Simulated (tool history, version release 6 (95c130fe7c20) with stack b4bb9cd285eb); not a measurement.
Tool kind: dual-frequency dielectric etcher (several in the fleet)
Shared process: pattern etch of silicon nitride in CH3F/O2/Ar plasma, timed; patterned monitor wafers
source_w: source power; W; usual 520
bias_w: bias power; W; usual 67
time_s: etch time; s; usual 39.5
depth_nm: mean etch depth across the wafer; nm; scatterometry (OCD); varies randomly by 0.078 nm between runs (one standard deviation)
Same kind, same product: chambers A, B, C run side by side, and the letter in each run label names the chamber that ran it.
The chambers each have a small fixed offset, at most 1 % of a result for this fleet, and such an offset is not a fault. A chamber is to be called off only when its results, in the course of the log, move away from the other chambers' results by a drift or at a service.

| run | hour | source_w | bias_w | time_s | read-back reference wafer on the same gauge, depth_nm | depth_nm |
|---|---|---|---|---|---|---|
|  | 4.3 | chamber B: wet clean of the chamber |
| 1A | 9.6 | 520 | 67 | 39.5 | 33.109 | 29.538 |
| 2C | 18.6 | 520 | 67 | 39.5 | 33.111 | 29.68 |
| 3B | 25.9 | 520 | 67 | 39.5 | 33.067 | 29.8 |
| 4B | 34.8 | 520 | 67 | 39.5 | 33.103 | 29.805 |
| 5C | 45 | 400 | 77 | 39.5 | 33.089 | 28.123 |
| 6A | 53 | 400 | 77 | 39.5 | 33.095 | 28.032 |
| 7C | 62.9 | 400 | 77 | 39.5 | 33.096 | 28.171 |
| 8B | 71 | 520 | 67 | 39.5 | 33.091 | 29.823 |
| 9A | 76.4 | 520 | 67 | 39.5 | 33.109 | 29.671 |
| 10A | 85.3 | 520 | 67 | 39.5 | 33.109 | 29.668 |
| 11C | 90.9 | 520 | 67 | 39.5 | 33.1 | 29.908 |
| 12B | 97.8 | 520 | 67 | 39.5 | 33.108 | 29.729 |
| 13C | 103 | 520 | 67 | 39.5 | 33.101 | 29.548 |
| 14B | 109.2 | 520 | 67 | 39.5 | 33.095 | 29.808 |
| 15A | 117.1 | 520 | 67 | 39.5 | 33.09 | 29.615 |
| 16A | 122.9 | 520 | 67 | 39.5 | 33.105 | 29.62 |
| 17C | 129.6 | 520 | 67 | 39.5 | 33.116 | 29.435 |
| 18B | 136.8 | 520 | 67 | 39.5 | 33.134 | 29.537 |
| 19A | 143.1 | 520 | 67 | 39.5 | 33.103 | 29.653 |
| 20C | 148.6 | 520 | 67 | 47 | 33.096 | 34.991 |
| 21B | 158.1 | 520 | 67 | 47 | 33.099 | 35.486 |
| 22C | 167.9 | 520 | 67 | 47 | 33.1 | 35.05 |
| 23A | 175.2 | 520 | 67 | 39.5 | 33.108 | 29.509 |
| 24B | 184.8 | 520 | 67 | 39.5 | 33.102 | 29.819 |
| 25A | 192.9 | 520 | 67 | 39.5 | 33.104 | 29.628 |
| 26B | 199.3 | 520 | 67 | 39.5 | 33.1 | 29.661 |
| 27C | 209 | 520 | 67 | 39.5 | 33.077 | 29.138 |
| 28B | 217.4 | 520 | 67 | 39.5 | 33.086 | 29.967 |
| 29C | 224.9 | 520 | 67 | 39.5 | 33.113 | 29.107 |
|  | 230.7 | chamber A: source power generator calibrated |
| 30A | 234.6 | 520 | 67 | 39.5 | 33.125 | 29.687 |
| 31C | 239.9 | 520 | 67 | 39.5 | 33.093 | 28.831 |

What goes on in this fleet: one chamber off, a drifting gauge, or nothing beyond the chambers' own small offsets? Name the chamber and the cause, if any.

Chamber C drifts away from the others.
Likeliest cause: etch rate under this chamber's usual, % = 3.15.

Below are 4 candidate recipes for chamber C's next run, each the usual settings with a change, their results shown as question marks. Which of them brings C's results back in line with what the other chambers give on the usual settings?
Counts as in line when no further than this from what the other chambers average on the usual settings: depth_nm 0.27 nm
| 32C-1 | 247.3 | 520 | 67 | 40 |  | ? |
| 32C-2 | 247.3 | 500 | 65 | 39.5 |  | ? |
| 32C-3 | 247.3 | 520 | 67 | 39 |  | ? |
| 32C-4 | 247.3 | 520 | 67 | 40.5 |  | ? |

What the other chambers average on the usual settings: depth_nm 29.669 nm
| run | depth_nm |
|---|---|
| 32C-1 | 29.207 |
| 32C-2 | 28.127 |
| 32C-3 | 28.477 |
| 32C-4 | 29.572 |
32C-4 is the one that brings the chamber's results back in line with the other chambers.

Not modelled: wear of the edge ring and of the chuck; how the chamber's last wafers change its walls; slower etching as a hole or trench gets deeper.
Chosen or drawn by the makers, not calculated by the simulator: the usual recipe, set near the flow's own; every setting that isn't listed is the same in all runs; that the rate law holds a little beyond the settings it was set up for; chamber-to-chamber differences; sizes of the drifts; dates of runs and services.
